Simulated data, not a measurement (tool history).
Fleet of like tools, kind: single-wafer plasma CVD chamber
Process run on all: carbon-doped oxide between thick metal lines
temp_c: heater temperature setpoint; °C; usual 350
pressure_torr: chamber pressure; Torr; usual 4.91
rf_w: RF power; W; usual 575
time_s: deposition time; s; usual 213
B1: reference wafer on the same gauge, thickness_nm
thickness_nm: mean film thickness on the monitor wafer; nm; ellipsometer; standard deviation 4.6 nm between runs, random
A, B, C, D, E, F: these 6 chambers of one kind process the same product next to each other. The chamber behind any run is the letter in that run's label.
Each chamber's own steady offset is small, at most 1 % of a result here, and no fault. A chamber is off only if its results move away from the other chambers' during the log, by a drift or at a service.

{"hour": 7.9, "done": "chamber C: thermocouple changed; heater temperature recalibrated"}
{"run": "1F", "hour": 11.6, "temp_c": 350, "pressure_torr": 4.91, "rf_w": 575, "time_s": 213, "B1": 1320.6, "thickness_nm": 1161.7}
{"run": "2A", "hour": 25.3, "temp_c": 350, "pressure_torr": 4.91, "rf_w": 575, "time_s": 213, "B1": 1321.7, "thickness_nm": 1170.3}
{"run": "3C", "hour": 39.1, "temp_c": 350, "pressure_torr": 4.91, "rf_w": 575, "time_s": 213, "B1": 1321, "thickness_nm": 1164.4}
{"run": "4E", "hour": 52.7, "temp_c": 350, "pressure_torr": 4.91, "rf_w": 575, "time_s": 213, "B1": 1319.5, "thickness_nm": 1172.3}
{"run": "5D", "hour": 62.4, "temp_c": 350, "pressure_torr": 4.91, "rf_w": 575, "time_s": 213, "B1": 1319.4, "thickness_nm": 1160.2}
{"run": "6B", "hour": 71.8, "temp_c": 350, "pressure_torr": 4.91, "rf_w": 575, "time_s": 213, "B1": 1319.3, "thickness_nm": 1153.2}
{"run": "7D", "hour": 82.7, "temp_c": 350, "pressure_torr": 4.91, "rf_w": 575, "time_s": 213, "B1": 1320.3, "thickness_nm": 1167.4}
{"run": "8C", "hour": 97.4, "temp_c": 350, "pressure_torr": 4.91, "rf_w": 575, "time_s": 213, "B1": 1319.5, "thickness_nm": 1163}
{"run": "9F", "hour": 104.9, "temp_c": 350, "pressure_torr": 4.91, "rf_w": 575, "time_s": 244, "B1": 1319.2, "thickness_nm": 1330}
{"run": "10B", "hour": 115.1, "temp_c": 350, "pressure_torr": 4.91, "rf_w": 575, "time_s": 244, "B1": 1320, "thickness_nm": 1316.4}
{"run": "11E", "hour": 127.3, "temp_c": 350, "pressure_torr": 4.91, "rf_w": 575, "time_s": 244, "B1": 1319.9, "thickness_nm": 1338.8}
{"run": "12A", "hour": 142.1, "temp_c": 350, "pressure_torr": 4.91, "rf_w": 575, "time_s": 244, "B1": 1320.6, "thickness_nm": 1328}
{"run": "13C", "hour": 148.9, "temp_c": 350, "pressure_torr": 4.91, "rf_w": 575, "time_s": 244, "B1": 1319.7, "thickness_nm": 1332.9}
{"run": "14D", "hour": 163.2, "temp_c": 350, "pressure_torr": 4.91, "rf_w": 575, "time_s": 244, "B1": 1320.9, "thickness_nm": 1333.7}
{"run": "15F", "hour": 176.1, "temp_c": 350, "pressure_torr": 4.91, "rf_w": 575, "time_s": 213, "B1": 1319.5, "thickness_nm": 1171.6}
{"run": "16B", "hour": 185.4, "temp_c": 350, "pressure_torr": 4.91, "rf_w": 575, "time_s": 213, "B1": 1318.9, "thickness_nm": 1156.4}
{"run": "17A", "hour": 195.0, "temp_c": 350, "pressure_torr": 4.91, "rf_w": 575, "time_s": 213, "B1": 1320.1, "thickness_nm": 1152.4}
{"run": "18E", "hour": 206.9, "temp_c": 350, "pressure_torr": 4.91, "rf_w": 575, "time_s": 213, "B1": 1320.2, "thickness_nm": 1174.1}
{"run": "19F", "hour": 214.1, "temp_c": 350, "pressure_torr": 4.91, "rf_w": 575, "time_s": 213, "B1": 1320.9, "thickness_nm": 1170.2}
{"run": "20D", "hour": 229.2, "temp_c": 350, "pressure_torr": 4.91, "rf_w": 575, "time_s": 213, "B1": 1320.6, "thickness_nm": 1163.2}
{"run": "21A", "hour": 240.3, "temp_c": 350, "pressure_torr": 4.91, "rf_w": 575, "time_s": 213, "B1": 1320.5, "thickness_nm": 1159}
{"run": "22C", "hour": 253.3, "temp_c": 350, "pressure_torr": 4.91, "rf_w": 575, "time_s": 213, "B1": 1320.6, "thickness_nm": 1166.2}
{"run": "23B", "hour": 261.6, "temp_c": 350, "pressure_torr": 4.91, "rf_w": 575, "time_s": 213, "B1": 1320.3, "thickness_nm": 1148.6}
{"run": "24E", "hour": 271.5, "temp_c": 350, "pressure_torr": 4.91, "rf_w": 575, "time_s": 213, "B1": 1320.6, "thickness_nm": 1169.4}
{"run": "25C", "hour": 283.6, "temp_c": 350, "pressure_torr": 4.91, "rf_w": 575, "time_s": 213, "B1": 1320.7, "thickness_nm": 1165.4}
{"run": "26D", "hour": 296.0, "temp_c": 350, "pressure_torr": 4.91, "rf_w": 575, "time_s": 213, "B1": 1320.6, "thickness_nm": 1162.8}
{"run": "27B", "hour": 303.8, "temp_c": 350, "pressure_torr": 4.91, "rf_w": 575, "time_s": 213, "B1": 1321.2, "thickness_nm": 1148.8}
{"run": "28A", "hour": 311.5, "temp_c": 350, "pressure_torr": 4.91, "rf_w": 575, "time_s": 213, "B1": 1319.1, "thickness_nm": 1138.7}
{"run": "29E", "hour": 322.7, "temp_c": 350, "pressure_torr": 4.91, "rf_w": 575, "time_s": 213, "B1": 1320.1, "thickness_nm": 1169}
{"run": "30F", "hour": 335.8, "temp_c": 350, "pressure_torr": 4.91, "rf_w": 575, "time_s": 213, "B1": 1319.3, "thickness_nm": 1170.4}
{"run": "31C", "hour": 346.6, "temp_c": 350, "pressure_torr": 4.91, "rf_w": 575, "time_s": 213, "B1": 1320.7, "thickness_nm": 1162.6}
{"run": "32F", "hour": 361.2, "temp_c": 350, "pressure_torr": 4.91, "rf_w": 575, "time_s": 213, "B1": 1320.8, "thickness_nm": 1169.4}
{"run": "33E", "hour": 373.8, "temp_c": 343, "pressure_torr": 4.91, "rf_w": 575, "time_s": 213, "B1": 1321.2, "thickness_nm": 1190.9}
{"run": "34B", "hour": 383.0, "temp_c": 343, "pressure_torr": 4.91, "rf_w": 575, "time_s": 213, "B1": 1319.3, "thickness_nm": 1176.8}
{"run": "35A", "hour": 393.8, "temp_c": 343, "pressure_torr": 4.91, "rf_w": 575, "time_s": 213, "B1": 1320.5, "thickness_nm": 1164.5}
{"run": "36D", "hour": 408.5, "temp_c": 343, "pressure_torr": 4.91, "rf_w": 575, "time_s": 213, "B1": 1321.5, "thickness_nm": 1191.2}
{"run": "37C", "hour": 417.6, "temp_c": 343, "pressure_torr": 4.91, "rf_w": 575, "time_s": 213, "B1": 1319.3, "thickness_nm": 1191.6}
{"run": "38F", "hour": 425.8, "temp_c": 343, "pressure_torr": 4.91, "rf_w": 575, "time_s": 213, "B1": 1320.8, "thickness_nm": 1183.7}
{"run": "39B", "hour": 437.5, "temp_c": 350, "pressure_torr": 4.91, "rf_w": 675, "time_s": 235, "B1": 1318.1, "thickness_nm": 1396}

Each of the 6 chambers runs these same settings next. Fill in every chamber's results:
{"run": "40A", "hour": 448.3, "temp_c": 360, "pressure_torr": 4.91, "rf_w": 575, "time_s": 213, "thickness_nm": "?"}
{"run": "40B", "hour": 448.3, "temp_c": 360, "pressure_torr": 4.91, "rf_w": 575, "time_s": 213, "thickness_nm": "?"}
{"run": "40C", "hour": 448.3, "temp_c": 360, "pressure_torr": 4.91, "rf_w": 575, "time_s": 213, "thickness_nm": "?"}
{"run": "40D", "hour": 448.3, "temp_c": 360, "pressure_torr": 4.91, "rf_w": 575, "time_s": 213, "thickness_nm": "?"}
{"run": "40E", "hour": 448.3, "temp_c": 360, "pressure_torr": 4.91, "rf_w": 575, "time_s": 213, "thickness_nm": "?"}
{"run": "40F", "hour": 448.3, "temp_c": 360, "pressure_torr": 4.91, "rf_w": 575, "time_s": 213, "thickness_nm": "?"}

run=40A thickness_nm=1093.4
run=40B thickness_nm=1128.8
run=40C thickness_nm=1137.5
run=40D thickness_nm=1141.4
run=40E thickness_nm=1139.5
run=40F thickness_nm=1141.1
